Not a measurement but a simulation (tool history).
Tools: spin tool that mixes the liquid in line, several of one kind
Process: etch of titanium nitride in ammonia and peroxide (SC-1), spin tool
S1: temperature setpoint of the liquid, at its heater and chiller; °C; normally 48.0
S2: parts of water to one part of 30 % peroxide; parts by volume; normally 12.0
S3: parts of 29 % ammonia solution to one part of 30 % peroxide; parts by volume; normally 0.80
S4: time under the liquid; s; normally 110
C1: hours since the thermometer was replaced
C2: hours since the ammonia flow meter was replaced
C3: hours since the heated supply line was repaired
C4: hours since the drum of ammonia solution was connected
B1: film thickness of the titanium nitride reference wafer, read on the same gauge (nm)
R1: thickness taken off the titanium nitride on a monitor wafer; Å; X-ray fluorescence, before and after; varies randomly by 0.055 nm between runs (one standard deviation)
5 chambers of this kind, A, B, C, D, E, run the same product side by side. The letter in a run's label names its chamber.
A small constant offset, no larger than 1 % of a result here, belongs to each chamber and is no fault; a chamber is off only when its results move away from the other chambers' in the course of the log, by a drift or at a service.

{"run": "1B", "hour": 8.1, "S1": 48.0, "S2": 12.0, "S3": 0.8, "S4": 110, "C1": 2842.3, "C2": 235.6, "C3": 1064.7, "C4": 173.4, "B1": 130.0, "R1": 59.336}
{"run": "2A", "hour": 13.9, "S1": 48.0, "S2": 12.0, "S3": 0.8, "S4": 110, "C1": 264.7, "C2": 165.1, "C3": 530.9, "C4": 150.7, "B1": 130.0, "R1": 60.003}
{"hour": 16.9, "done": "chamber E: ammonia flow meter replaced"}
{"run": "3E", "hour": 19.9, "S1": 48.0, "S2": 12.0, "S3": 0.8, "S4": 110, "C1": 686.8, "C2": 3.1, "C3": 651.5, "C4": 820.7, "B1": 130.0, "R1": 59.56}
{"run": "4D", "hour": 31.2, "S1": 48.0, "S2": 12.0, "S3": 0.8, "S4": 110, "C1": 248.0, "C2": 310.0, "C3": 2471.0, "C4": 491.1, "B1": 130.0, "R1": 59.014}
{"run": "5C", "hour": 38.3, "S1": 48.0, "S2": 12.0, "S3": 0.65, "S4": 110, "C1": 413.6, "C2": 914.7, "C3": 4049.0, "C4": 211.2, "B1": 130.01, "R1": 58.931}
{"run": "6A", "hour": 45.3, "S1": 48.0, "S2": 12.0, "S3": 0.65, "S4": 110, "C1": 296.1, "C2": 196.5, "C3": 562.3, "C4": 182.1, "B1": 129.99, "R1": 59.253}
{"run": "7B", "hour": 55.5, "S1": 48.0, "S2": 12.0, "S3": 0.65, "S4": 110, "C1": 2889.7, "C2": 283.0, "C3": 1112.1, "C4": 220.8, "B1": 130.0, "R1": 57.647}
{"run": "8C", "hour": 67.2, "S1": 48.0, "S2": 12.0, "S3": 0.65, "S4": 110, "C1": 442.5, "C2": 943.6, "C3": 4077.9, "C4": 240.1, "B1": 130.02, "R1": 57.874}
{"run": "9D", "hour": 75.5, "S1": 48.0, "S2": 12.0, "S3": 0.65, "S4": 110, "C1": 292.3, "C2": 354.3, "C3": 2515.3, "C4": 535.4, "B1": 130.0, "R1": 56.889}
{"hour": 87.7, "done": "chamber C: heated supply line repaired"}
{"run": "10E", "hour": 88.6, "S1": 48.0, "S2": 12.0, "S3": 0.8, "S4": 110, "C1": 755.5, "C2": 71.8, "C3": 720.2, "C4": 889.4, "B1": 130.0, "R1": 58.307}
{"run": "11C", "hour": 100.1, "S1": 51.5, "S2": 7.0, "S3": 0.8, "S4": 110, "C1": 475.4, "C2": 976.5, "C3": 12.5, "C4": 273.0, "B1": 130.01, "R1": 102.29}
{"run": "12D", "hour": 110.9, "S1": 51.5, "S2": 7.0, "S3": 0.8, "S4": 110, "C1": 327.7, "C2": 389.7, "C3": 2550.7, "C4": 570.8, "B1": 129.98, "R1": 100.46}
{"run": "13B", "hour": 123.5, "S1": 51.5, "S2": 7.0, "S3": 0.8, "S4": 110, "C1": 2957.7, "C2": 351.0, "C3": 1180.1, "C4": 288.8, "B1": 130.02, "R1": 100.07}
{"hour": 126.9, "done": "chamber D: new drum of ammonia solution connected"}
{"run": "14A", "hour": 130.0, "S1": 51.5, "S2": 7.0, "S3": 0.8, "S4": 110, "C1": 380.8, "C2": 281.2, "C3": 647.0, "C4": 266.8, "B1": 130.0, "R1": 99.728}
{"run": "15E", "hour": 138.8, "S1": 51.5, "S2": 7.0, "S3": 0.8, "S4": 110, "C1": 805.7, "C2": 122.0, "C3": 770.4, "C4": 939.6, "B1": 130.0, "R1": 97.109}
{"hour": 144.1, "done": "chamber B: thermometer replaced"}
{"run": "16D", "hour": 145.3, "S1": 48.0, "S2": 12.0, "S3": 0.8, "S4": 110, "C1": 362.1, "C2": 424.1, "C3": 2585.1, "C4": 18.5, "B1": 130.02, "R1": 59.498}
{"run": "17A", "hour": 151.3, "S1": 48.0, "S2": 12.0, "S3": 0.8, "S4": 110, "C1": 402.1, "C2": 302.5, "C3": 668.3, "C4": 288.1, "B1": 129.99, "R1": 60.789}
{"run": "18E", "hour": 162.5, "S1": 48.0, "S2": 12.0, "S3": 0.8, "S4": 110, "C1": 829.4, "C2": 145.7, "C3": 794.1, "C4": 963.3, "B1": 130.02, "R1": 59.034}
{"run": "19B", "hour": 171.3, "S1": 48.0, "S2": 12.0, "S3": 0.8, "S4": 110, "C1": 27.2, "C2": 398.8, "C3": 1227.9, "C4": 336.6, "B1": 130.0, "R1": 60.001}
{"run": "20C", "hour": 184.0, "S1": 48.0, "S2": 12.0, "S3": 0.8, "S4": 110, "C1": 559.3, "C2": 1060.4, "C3": 96.4, "C4": 356.9, "B1": 129.98, "R1": 63.298}
{"run": "21E", "hour": 193.5, "S1": 48.0, "S2": 12.0, "S3": 0.8, "S4": 110, "C1": 860.4, "C2": 176.7, "C3": 825.1, "C4": 994.3, "B1": 130.02, "R1": 59.243}
{"hour": 194.3, "done": "chamber B: new drum of ammonia solution connected"}
{"hour": 198.0, "done": "chamber C: ammonia flow meter replaced"}
{"run": "22C", "hour": 205.0, "S1": 48.0, "S2": 12.0, "S3": 0.8, "S4": 110, "C1": 580.3, "C2": 7.0, "C3": 117.4, "C4": 377.9, "B1": 129.98, "R1": 64.925}
{"run": "23B", "hour": 215.7, "S1": 48.0, "S2": 12.0, "S3": 0.8, "S4": 110, "C1": 71.6, "C2": 443.2, "C3": 1272.3, "C4": 21.4, "B1": 130.01, "R1": 59.316}
{"run": "24D", "hour": 227.6, "S1": 48.0, "S2": 12.0, "S3": 0.8, "S4": 110, "C1": 444.4, "C2": 506.4, "C3": 2667.4, "C4": 100.8, "B1": 129.99, "R1": 59.785}
{"run": "25A", "hour": 236.1, "S1": 48.0, "S2": 12.0, "S3": 0.8, "S4": 110, "C1": 486.9, "C2": 387.3, "C3": 753.1, "C4": 372.9, "B1": 129.99, "R1": 59.753}
{"run": "26D", "hour": 246.5, "S1": 48.0, "S2": 12.0, "S3": 0.8, "S4": 110, "C1": 463.3, "C2": 525.3, "C3": 2686.3, "C4": 119.7, "B1": 130.0, "R1": 60.982}
{"hour": 254.2, "done": "chamber E: new drum of ammonia solution connected"}
{"run": "27B", "hour": 256.6, "S1": 48.0, "S2": 12.0, "S3": 0.8, "S4": 110, "C1": 112.5, "C2": 484.1, "C3": 1313.2, "C4": 62.3, "B1": 130.01, "R1": 59.611}
{"run": "28E", "hour": 268.4, "S1": 48.0, "S2": 7.0, "S3": 0.8, "S4": 130, "C1": 935.3, "C2": 251.6, "C3": 900.0, "C4": 14.2, "B1": 129.99, "R1": 90.145}
{"run": "29C", "hour": 274.7, "S1": 48.0, "S2": 7.0, "S3": 0.8, "S4": 130, "C1": 650.0, "C2": 76.7, "C3": 187.1, "C4": 447.6, "B1": 130.0, "R1": 101.37}
{"hour": 279.4, "done": "chamber D: ammonia flow meter replaced"}
{"run": "30A", "hour": 282.1, "S1": 48.0, "S2": 7.0, "S3": 0.8, "S4": 130, "C1": 532.9, "C2": 433.3, "C3": 799.1, "C4": 418.9, "B1": 129.99, "R1": 91.728}
{"run": "31C", "hour": 288.4, "S1": 48.0, "S2": 7.0, "S3": 0.8, "S4": 130, "C1": 663.7, "C2": 90.4, "C3": 200.8, "C4": 461.3, "B1": 130.0, "R1": 100.79}
{"run": "32E", "hour": 298.0, "S1": 48.0, "S2": 7.0, "S3": 0.8, "S4": 130, "C1": 964.9, "C2": 281.2, "C3": 929.6, "C4": 43.8, "B1": 129.99, "R1": 91.64}
{"run": "33A", "hour": 307.5, "S1": 48.0, "S2": 12.0, "S3": 0.8, "S4": 110, "C1": 558.3, "C2": 458.7, "C3": 824.5, "C4": 444.3, "B1": 129.99, "R1": 60.005}
{"run": "34D", "hour": 319.7, "S1": 48.0, "S2": 9.5, "S3": 0.45, "S4": 110, "C1": 536.5, "C2": 40.3, "C3": 2759.5, "C4": 192.9, "B1": 129.98, "R1": 61.174}
{"run": "35B", "hour": 332.1, "S1": 48.0, "S2": 9.5, "S3": 0.45, "S4": 110, "C1": 188.0, "C2": 559.6, "C3": 1388.7, "C4": 137.8, "B1": 130.01, "R1": 60.882}
{"run": "36C", "hour": 343.3, "S1": 48.0, "S2": 9.5, "S3": 0.45, "S4": 110, "C1": 718.6, "C2": 145.3, "C3": 255.7, "C4": 516.2, "B1": 130.01, "R1": 68.899}
{"hour": 345.8, "done": "chamber A: new drum of ammonia solution connected"}
{"run": "37B", "hour": 356.5, "S1": 48.0, "S2": 9.5, "S3": 0.45, "S4": 110, "C1": 212.4, "C2": 584.0, "C3": 1413.1, "C4": 162.2, "B1": 130.0, "R1": 61.168}
{"run": "38A", "hour": 369.1, "S1": 48.0, "S2": 9.5, "S3": 0.45, "S4": 110, "C1": 619.9, "C2": 520.3, "C3": 886.1, "C4": 23.3, "B1": 130.01, "R1": 61.475}

All chambers now run identical settings, listed one chamber a line with results as question marks. What results will each chamber show?
{"run": "39A", "hour": 378.7, "S1": 48.0, "S2": 12.0, "S3": 0.8, "S4": 110, "R1": "?"}
{"run": "39B", "hour": 378.7, "S1": 48.0, "S2": 12.0, "S3": 0.8, "S4": 110, "R1": "?"}
{"run": "39C", "hour": 378.7, "S1": 48.0, "S2": 12.0, "S3": 0.8, "S4": 110, "R1": "?"}
{"run": "39D", "hour": 378.7, "S1": 48.0, "S2": 12.0, "S3": 0.8, "S4": 110, "R1": "?"}
{"run": "39E", "hour": 378.7, "S1": 48.0, "S2": 12.0, "S3": 0.8, "S4": 110, "R1": "?"}

run=39A R1=60.193
run=39B R1=60.030
run=39C R1=68.214
run=39D R1=60.435
run=39E R1=59.128

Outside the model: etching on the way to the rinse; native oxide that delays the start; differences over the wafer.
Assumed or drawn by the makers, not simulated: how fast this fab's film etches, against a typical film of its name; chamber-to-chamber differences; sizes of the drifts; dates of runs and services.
